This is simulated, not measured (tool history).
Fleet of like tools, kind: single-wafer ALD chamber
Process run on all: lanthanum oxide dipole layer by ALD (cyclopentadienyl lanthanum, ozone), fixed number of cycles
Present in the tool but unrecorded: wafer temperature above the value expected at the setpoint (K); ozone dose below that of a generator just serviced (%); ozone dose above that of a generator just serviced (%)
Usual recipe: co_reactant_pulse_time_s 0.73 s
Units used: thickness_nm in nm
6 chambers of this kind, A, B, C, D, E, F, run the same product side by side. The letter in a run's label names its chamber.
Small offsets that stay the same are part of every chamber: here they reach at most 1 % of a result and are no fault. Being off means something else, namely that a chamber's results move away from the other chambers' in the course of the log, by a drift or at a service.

run	hour	co_reactant_pulse_time_s	hours since the last thermocouple change	hours since the last ozone generator service	read-back reference wafer on the same gauge, thickness_nm	thickness_nm
1F	6.9	0.73	291.4	435	0.49396	0.44366
2E	12.9	0.73	29	1037.2	0.49412	0.44104
3B	22.8	0.73	836.6	61.1	0.49398	0.4473
4D	32.5	0.73	1091.8	894.2	0.49396	0.43909
5A	41	0.73	2086.3	641	0.49398	0.44269
6C	48.6	0.73	248.7	532.2	0.49439	0.44961
7B	54	0.73	867.8	92.3	0.4939	0.44782
8D	62.4	0.73	1121.7	924.1	0.49393	0.44201
9F	67.7	0.73	352.2	495.8	0.49408	0.44498
10C	75.7	0.73	275.8	559.3	0.49396	0.44795
11E	81.8	0.73	97.9	1106.1	0.49428	0.44173
# hour 89.6: chamber C: ozone generator serviced
12A	90.3	0.91	2135.6	690.3	0.49395	0.48321
13C	95	0.91	295.1	5.5	0.49382	0.48814
14A	100.8	0.91	2146.1	700.8	0.49405	0.48407
15F	105.5	0.91	390	533.6	0.49397	0.48343
16B	114.2	0.91	928	152.5	0.49421	0.48844
# hour 121.6: chamber D: ozone generator serviced
17D	122.3	0.91	1181.6	0.7	0.49409	0.48067
18E	132.7	0.73	148.8	1157	0.49385	0.44173
19B	138.3	0.73	952.1	176.6	0.494	0.446
# hour 143.8: chamber A: ozone generator serviced
20E	146.4	0.49	162.5	1170.7	0.49384	0.35895
21F	153.8	0.49	438.3	581.9	0.49403	0.36438
22A	160.7	0.49	2206	16.9	0.49426	0.36361
23D	168.8	0.49	1228.1	47.2	0.49395	0.35848
24C	175.1	0.49	375.2	85.6	0.4935	0.36585
25A	185.7	0.49	2231	41.9	0.49407	0.36285
26C	191	0.5	391.1	101.5	0.49397	0.36833
27B	198.1	0.5	1011.9	236.4	0.49404	0.368
28E	205.3	0.5	221.4	1229.6	0.49381	0.36202
29F	214.3	0.5	498.8	642.4	0.49398	0.36779
30D	224.8	0.5	1284.1	103.2	0.49391	0.36385
31B	233.9	0.5	1047.7	272.2	0.49405	0.36553
32C	243.6	0.73	443.7	154.1	0.49384	0.44973
33D	253	0.73	1312.3	131.4	0.49414	0.4406
34A	257.8	0.73	2303.1	114	0.49373	0.44307
35E	266.6	0.73	282.7	1290.9	0.49427	0.44265
36F	277.1	0.73	561.6	705.2	0.4941	0.4458
37F	283.7	0.73	568.2	711.8	0.49415	0.44464
38E	292.5	0.84	308.6	1316.8	0.49378	0.46882
39B	300.4	0.84	1114.2	338.7	0.49378	0.47541
40D	309.9	0.84	1369.2	188.3	0.49416	0.46574
41A	315.5	0.84	2360.8	171.7	0.49413	0.46895
42C	324	0.84	524.1	234.5	0.49393	0.473

The same settings go to every chamber for the next run, one line per chamber below. Forecast the results for each:
43A	331.6	0.73				?
43B	331.6	0.73				?
43C	331.6	0.73				?
43D	331.6	0.73				?
43E	331.6	0.73				?
43F	331.6	0.73				?

run	thickness_nm
43A	0.44418
43B	0.44676
43C	0.44998
43D	0.4415
43E	0.44315
43F	0.44569
